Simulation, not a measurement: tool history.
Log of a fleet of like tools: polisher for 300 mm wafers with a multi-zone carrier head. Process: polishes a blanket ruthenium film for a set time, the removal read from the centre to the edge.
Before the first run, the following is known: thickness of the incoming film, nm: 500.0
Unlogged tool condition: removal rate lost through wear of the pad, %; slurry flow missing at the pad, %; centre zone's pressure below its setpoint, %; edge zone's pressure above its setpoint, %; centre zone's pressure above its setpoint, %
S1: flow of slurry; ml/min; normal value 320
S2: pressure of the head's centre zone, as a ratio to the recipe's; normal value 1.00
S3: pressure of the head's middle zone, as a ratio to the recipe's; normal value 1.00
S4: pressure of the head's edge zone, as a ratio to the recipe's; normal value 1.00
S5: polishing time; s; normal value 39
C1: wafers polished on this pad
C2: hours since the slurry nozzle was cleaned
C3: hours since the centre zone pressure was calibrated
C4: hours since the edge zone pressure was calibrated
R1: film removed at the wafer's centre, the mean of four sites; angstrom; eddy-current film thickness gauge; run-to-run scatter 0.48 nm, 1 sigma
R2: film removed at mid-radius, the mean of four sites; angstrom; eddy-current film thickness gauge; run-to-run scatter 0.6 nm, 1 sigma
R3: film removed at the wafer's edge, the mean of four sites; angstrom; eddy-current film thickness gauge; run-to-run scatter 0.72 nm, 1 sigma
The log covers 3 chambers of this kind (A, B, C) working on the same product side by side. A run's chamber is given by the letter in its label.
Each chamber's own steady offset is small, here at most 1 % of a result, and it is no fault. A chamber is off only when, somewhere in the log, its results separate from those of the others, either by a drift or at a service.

{"hour": 3.6, "done": "chamber B: worn pad replaced by a new one"}
{"run": "1B", "hour": 8.7, "S1": 320, "S2": 1.0, "S3": 1.0, "S4": 1.0, "S5": 39, "C1": 54, "C2": 150.6, "C3": 121.4, "C4": 850.2, "R1": 558.1, "R2": 540.18, "R3": 536.08}
{"run": "2A", "hour": 14.5, "S1": 320, "S2": 1.0, "S3": 1.0, "S4": 1.0, "S5": 39, "C1": 394, "C2": 56.8, "C3": 246.7, "C4": 172.7, "R1": 544.79, "R2": 545.01, "R3": 549.97}
{"run": "3C", "hour": 21.6, "S1": 320, "S2": 1.0, "S3": 1.0, "S4": 1.0, "S5": 39, "C1": 358, "C2": 259.9, "C3": 209.8, "C4": 356.3, "R1": 549.27, "R2": 552.85, "R3": 564.48}
{"run": "4A", "hour": 30.3, "S1": 320, "S2": 1.0, "S3": 1.0, "S4": 1.0, "S5": 39, "C1": 562, "C2": 72.6, "C3": 262.5, "C4": 188.5, "R1": 551.22, "R2": 548.02, "R3": 546.17}
{"run": "5B", "hour": 39.9, "S1": 320, "S2": 1.07, "S3": 0.96, "S4": 1.0, "S5": 39, "C1": 385, "C2": 181.8, "C3": 152.6, "C4": 881.4, "R1": 599.4, "R2": 532.74, "R3": 549.93}
{"hour": 40.0, "done": "chamber A: worn pad replaced by a new one"}
{"run": "6C", "hour": 49.5, "S1": 320, "S2": 1.07, "S3": 0.96, "S4": 1.0, "S5": 39, "C1": 654, "C2": 287.8, "C3": 237.7, "C4": 384.2, "R1": 584.4, "R2": 536.6, "R3": 545.92}
{"hour": 58.4, "done": "chamber C: worn pad replaced by a new one"}
{"run": "7A", "hour": 58.4, "S1": 320, "S2": 1.07, "S3": 0.96, "S4": 1.0, "S5": 39, "C1": 196, "C2": 100.7, "C3": 290.6, "C4": 216.6, "R1": 591.78, "R2": 529.1, "R3": 547.37}
{"run": "8B", "hour": 64.2, "S1": 320, "S2": 1.0, "S3": 1.0, "S4": 1.0, "S5": 39, "C1": 643, "C2": 206.1, "C3": 176.9, "C4": 905.7, "R1": 547.14, "R2": 544.26, "R3": 530.52}
{"hour": 67.9, "done": "chamber B: worn pad replaced by a new one"}
{"run": "9C", "hour": 72.8, "S1": 375, "S2": 1.0, "S3": 1.0, "S4": 1.0, "S5": 39, "C1": 153, "C2": 311.1, "C3": 261.0, "C4": 407.5, "R1": 548.37, "R2": 557.29, "R3": 563.79}
{"run": "10C", "hour": 81.0, "S1": 375, "S2": 1.0, "S3": 1.0, "S4": 1.0, "S5": 39, "C1": 240, "C2": 319.3, "C3": 269.2, "C4": 415.7, "R1": 562.49, "R2": 562.13, "R3": 545.32}
{"run": "11A", "hour": 85.9, "S1": 375, "S2": 1.0, "S3": 1.0, "S4": 1.0, "S5": 39, "C1": 487, "C2": 128.2, "C3": 318.1, "C4": 244.1, "R1": 567.34, "R2": 554.31, "R3": 564.76}
{"run": "12B", "hour": 95.2, "S1": 320, "S2": 1.0, "S3": 1.0, "S4": 1.0, "S5": 39, "C1": 290, "C2": 237.1, "C3": 207.9, "C4": 936.7, "R1": 538.48, "R2": 530.94, "R3": 532.04}
{"hour": 95.6, "done": "chamber C: edge zone pressure recalibrated"}
{"run": "13B", "hour": 100.8, "S1": 320, "S2": 1.0, "S3": 1.0, "S4": 1.0, "S5": 39, "C1": 349, "C2": 242.7, "C3": 213.5, "C4": 942.3, "R1": 536.88, "R2": 545.83, "R3": 534.71}
{"run": "14C", "hour": 105.4, "S1": 320, "S2": 1.0, "S3": 1.0, "S4": 1.0, "S5": 39, "C1": 499, "C2": 343.7, "C3": 293.6, "C4": 9.9, "R1": 552.87, "R2": 553.91, "R3": 546.03}
{"hour": 110.3, "done": "chamber A: worn pad replaced by a new one"}
{"run": "15A", "hour": 114.4, "S1": 320, "S2": 1.0, "S3": 1.0, "S4": 1.0, "S5": 39, "C1": 43, "C2": 156.7, "C3": 346.6, "C4": 272.6, "R1": 555.58, "R2": 558.29, "R3": 559.37}
{"run": "16B", "hour": 120.2, "S1": 320, "S2": 1.0, "S3": 1.0, "S4": 1.0, "S5": 39, "C1": 555, "C2": 262.1, "C3": 232.9, "C4": 961.7, "R1": 534.08, "R2": 526.51, "R3": 528.34}
{"run": "17C", "hour": 126.2, "S1": 320, "S2": 1.0, "S3": 1.0, "S4": 1.0, "S5": 39, "C1": 720, "C2": 364.5, "C3": 314.4, "C4": 30.7, "R1": 557.09, "R2": 555.31, "R3": 549.73}
{"run": "18A", "hour": 132.9, "S1": 320, "S2": 1.0, "S3": 1.0, "S4": 1.0, "S5": 39, "C1": 240, "C2": 175.2, "C3": 365.1, "C4": 291.1, "R1": 554.27, "R2": 556.02, "R3": 543.14}
{"run": "19C", "hour": 138.3, "S1": 320, "S2": 0.9, "S3": 1.0, "S4": 1.0, "S5": 39, "C1": 848, "C2": 376.6, "C3": 326.5, "C4": 42.8, "R1": 486.56, "R2": 547.6, "R3": 560.36}
{"hour": 138.5, "done": "chamber B: worn pad replaced by a new one"}
{"run": "20A", "hour": 144.8, "S1": 320, "S2": 0.9, "S3": 1.0, "S4": 1.0, "S5": 39, "C1": 366, "C2": 187.1, "C3": 377.0, "C4": 303.0, "R1": 493.51, "R2": 553.71, "R3": 561.88}
{"run": "21B", "hour": 153.1, "S1": 320, "S2": 0.9, "S3": 1.0, "S4": 1.0, "S5": 39, "C1": 155, "C2": 295.0, "C3": 265.8, "C4": 994.6, "R1": 456.6, "R2": 522.43, "R3": 527.2}

One chamber off, gauge drift, or nothing amiss beyond the chambers' own small offsets? If it is a chamber, which one, and what is the likeliest cause?

It is chamber B that slowly wanders off from its peers.
Likeliest cause: slurry flow missing at the pad, % = 42.3.

Here are 4 candidates for chamber B's next run, each the usual settings with a change, their results left as question marks. Which one brings its results back in line with what the others give on the usual settings?
To be in line, a result may differ from the other chambers' mean on the usual settings by at most: R1 17.00 angstrom; R2 21.00 angstrom; R3 25.00 angstrom
{"run": "22B-1", "hour": 160.3, "S1": 320, "S2": 1.0, "S3": 1.0, "S4": 1.0, "S5": 40, "R1": "?", "R2": "?", "R3": "?"}
{"run": "22B-2", "hour": 160.3, "S1": 325, "S2": 1.01, "S3": 1.01, "S4": 1.0, "S5": 41, "R1": "?", "R2": "?", "R3": "?"}
{"run": "22B-3", "hour": 160.3, "S1": 315, "S2": 0.99, "S3": 0.99, "S4": 1.0, "S5": 37, "R1": "?", "R2": "?", "R3": "?"}
{"run": "22B-4", "hour": 160.3, "S1": 320, "S2": 1.0, "S3": 1.0, "S4": 1.0, "S5": 38, "R1": "?", "R2": "?", "R3": "?"}

On the usual settings, the other chambers give on average: R1 550.88 angstrom; R2 550.97 angstrom; R3 553.32 angstrom
run=22B-1 R1=522.82 R2=525.15 R3=528.83
run=22B-2 R1=543.36 R2=544.49 R3=542.95
run=22B-3 R1=476.87 R2=480.13 R3=488.34
run=22B-4 R1=496.68 R2=498.89 R3=502.39
The answer is 22B-2, which returns the chamber to within the allowed miss of the others.

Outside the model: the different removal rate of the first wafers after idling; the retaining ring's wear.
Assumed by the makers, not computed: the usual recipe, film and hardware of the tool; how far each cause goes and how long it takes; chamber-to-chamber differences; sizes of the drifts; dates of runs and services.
